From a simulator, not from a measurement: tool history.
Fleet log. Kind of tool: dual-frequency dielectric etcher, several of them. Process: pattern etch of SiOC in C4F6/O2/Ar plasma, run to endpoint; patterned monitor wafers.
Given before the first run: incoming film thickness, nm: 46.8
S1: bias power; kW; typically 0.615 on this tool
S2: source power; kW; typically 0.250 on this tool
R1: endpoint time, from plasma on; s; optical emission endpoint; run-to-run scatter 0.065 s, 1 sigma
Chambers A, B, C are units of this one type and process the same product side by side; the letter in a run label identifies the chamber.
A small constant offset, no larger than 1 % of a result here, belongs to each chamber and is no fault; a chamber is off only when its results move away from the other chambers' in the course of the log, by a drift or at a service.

| run | hour | S1 | S2 | R1 |
|---|---|---|---|---|
| 1B | 3.9 | 0.615 | 0.250 | 17.296 |
| 2A | 7.0 | 0.615 | 0.250 | 17.422 |
| 3C | 12.9 | 0.615 | 0.250 | 17.230 |
| 4C | 18.6 | 0.615 | 0.250 | 17.279 |
| 5A | 22.6 | 0.615 | 0.250 | 17.477 |
| 6B | 25.9 | 0.615 | 0.220 | 17.931 |
| 7A | 29.0 | 0.615 | 0.220 | 18.254 |
| 8B | 32.9 | 0.615 | 0.220 | 18.021 |
| 9C | 37.3 | 0.677 | 0.230 | 17.071 |
| 10B | 40.2 | 0.677 | 0.230 | 16.957 |
| 11C | 45.0 | 0.677 | 0.230 | 17.163 |
|  | 49.8 | chamber A: wet clean of the chamber |
| 12A | 51.1 | 0.615 | 0.250 | 17.997 |
| 13C | 56.5 | 0.615 | 0.250 | 17.156 |
| 14A | 61.8 | 0.615 | 0.250 | 17.928 |
| 15B | 66.8 | 0.615 | 0.250 | 17.133 |
| 16A | 73.4 | 0.615 | 0.250 | 17.910 |
| 17B | 77.2 | 0.615 | 0.250 | 17.132 |
| 18C | 83.6 | 0.615 | 0.250 | 17.253 |
| 19B | 88.0 | 0.615 | 0.250 | 17.149 |
| 20A | 93.1 | 0.615 | 0.220 | 18.832 |
| 21C | 99.3 | 0.615 | 0.220 | 18.046 |
| 22A | 103.3 | 0.615 | 0.220 | 18.885 |
| 23C | 106.9 | 0.615 | 0.250 | 17.238 |
| 24B | 110.1 | 0.615 | 0.250 | 17.095 |

Is one chamber off against the others, does the gauge drift, or is nothing wrong? If a chamber is off, say which, and what the likeliest cause is.

The work done on chamber A during a service left it standing apart from the others.
Most likely cause: etch rate under this chamber's usual, % = 2.94.

Below are 4 candidate recipes for chamber A's next run, each the usual settings with a change, their results shown as question marks. Which of them brings A's results back in line with what the other chambers give on the usual settings?
In line here means within this much of the mean the other chambers give on the usual settings: R1 0.230 s
| 25A-1 | 114.8 | 0.615 | 0.220 | ? |
| 25A-2 | 114.8 | 0.615 | 0.240 | ? |
| 25A-3 | 114.8 | 0.615 | 0.280 | ? |
| 25A-4 | 114.8 | 0.632 | 0.260 | ? |

Other chambers, usual settings, mean: R1 17.186 s
| run | R1 |
|---|---|
| 25A-1 | 18.852 |
| 25A-2 | 18.271 |
| 25A-3 | 17.282 |
| 25A-4 | 17.561 |
The right change is 25A-3: it brings the chamber back within the allowed miss of the others.

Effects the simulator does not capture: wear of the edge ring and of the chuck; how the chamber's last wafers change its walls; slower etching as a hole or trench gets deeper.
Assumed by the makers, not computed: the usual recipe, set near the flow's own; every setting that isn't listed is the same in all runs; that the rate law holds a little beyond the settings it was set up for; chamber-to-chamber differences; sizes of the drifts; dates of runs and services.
